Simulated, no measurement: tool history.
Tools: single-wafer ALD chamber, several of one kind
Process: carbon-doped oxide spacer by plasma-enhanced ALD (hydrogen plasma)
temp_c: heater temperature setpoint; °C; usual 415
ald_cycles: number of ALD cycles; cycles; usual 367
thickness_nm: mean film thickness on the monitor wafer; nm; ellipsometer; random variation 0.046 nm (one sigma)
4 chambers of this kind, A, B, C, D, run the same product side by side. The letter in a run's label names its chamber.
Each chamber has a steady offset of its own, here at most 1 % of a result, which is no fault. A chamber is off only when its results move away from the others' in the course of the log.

run   hour  temp_c  ald_cycles  read-back reference wafer on the same gauge, thickness_nm  thickness_nm
 1C    6.3     415         367                                                     20.114        17.582
 2A   12.0     415         367                                                     20.096        17.550
 3B   18.4     415         367                                                     20.105        17.387
      22.6  -- chamber A: thermocouple changed; heater temperature recalibrated
 4D   23.1     415         367                                                     20.101        17.648
 5D   26.7     404         367                                                     20.102        18.325
 6C   33.2     404         367                                                     20.101        18.251
 7B   37.6     404         367                                                     20.107        17.998
 8A   42.9     404         367                                                     20.105        18.274
 9D   47.2     415         367                                                     20.096        17.543
10A   52.9     415         367                                                     20.093        17.678
11C   58.1     415         367                                                     20.087        17.641
12B   64.3     415         367                                                     20.099        17.406
13C   69.9     423         367                                                     20.102        17.102
14A   74.3     423         367                                                     20.091        17.198
15B   81.7     423         367                                                     20.097        16.981
16D   86.8     423         367                                                     20.111        17.214
17C   90.2     415         367                                                     20.102        17.657
18D   94.8     415         367                                                     20.096        17.640
19A  100.5     415         367                                                     20.106        17.599
20B  104.8     415         367                                                     20.097        17.419
21D  110.2     415         367                                                     20.092        17.678
22A  114.1     415         322                                                     20.105        15.502
23B  120.8     415         322                                                     20.111        15.227
24C  126.4     415         322                                                     20.090        15.416
25C  133.2     415         322                                                     20.087        15.440
26B  137.3     429         301                                                     20.109        13.662

What goes on in this fleet: one chamber off, a drifting gauge, or nothing beyond the chambers' own small offsets? Name the chamber and the cause, if any.

No chamber stands off beyond its own small offset, and the gauge holds steady.

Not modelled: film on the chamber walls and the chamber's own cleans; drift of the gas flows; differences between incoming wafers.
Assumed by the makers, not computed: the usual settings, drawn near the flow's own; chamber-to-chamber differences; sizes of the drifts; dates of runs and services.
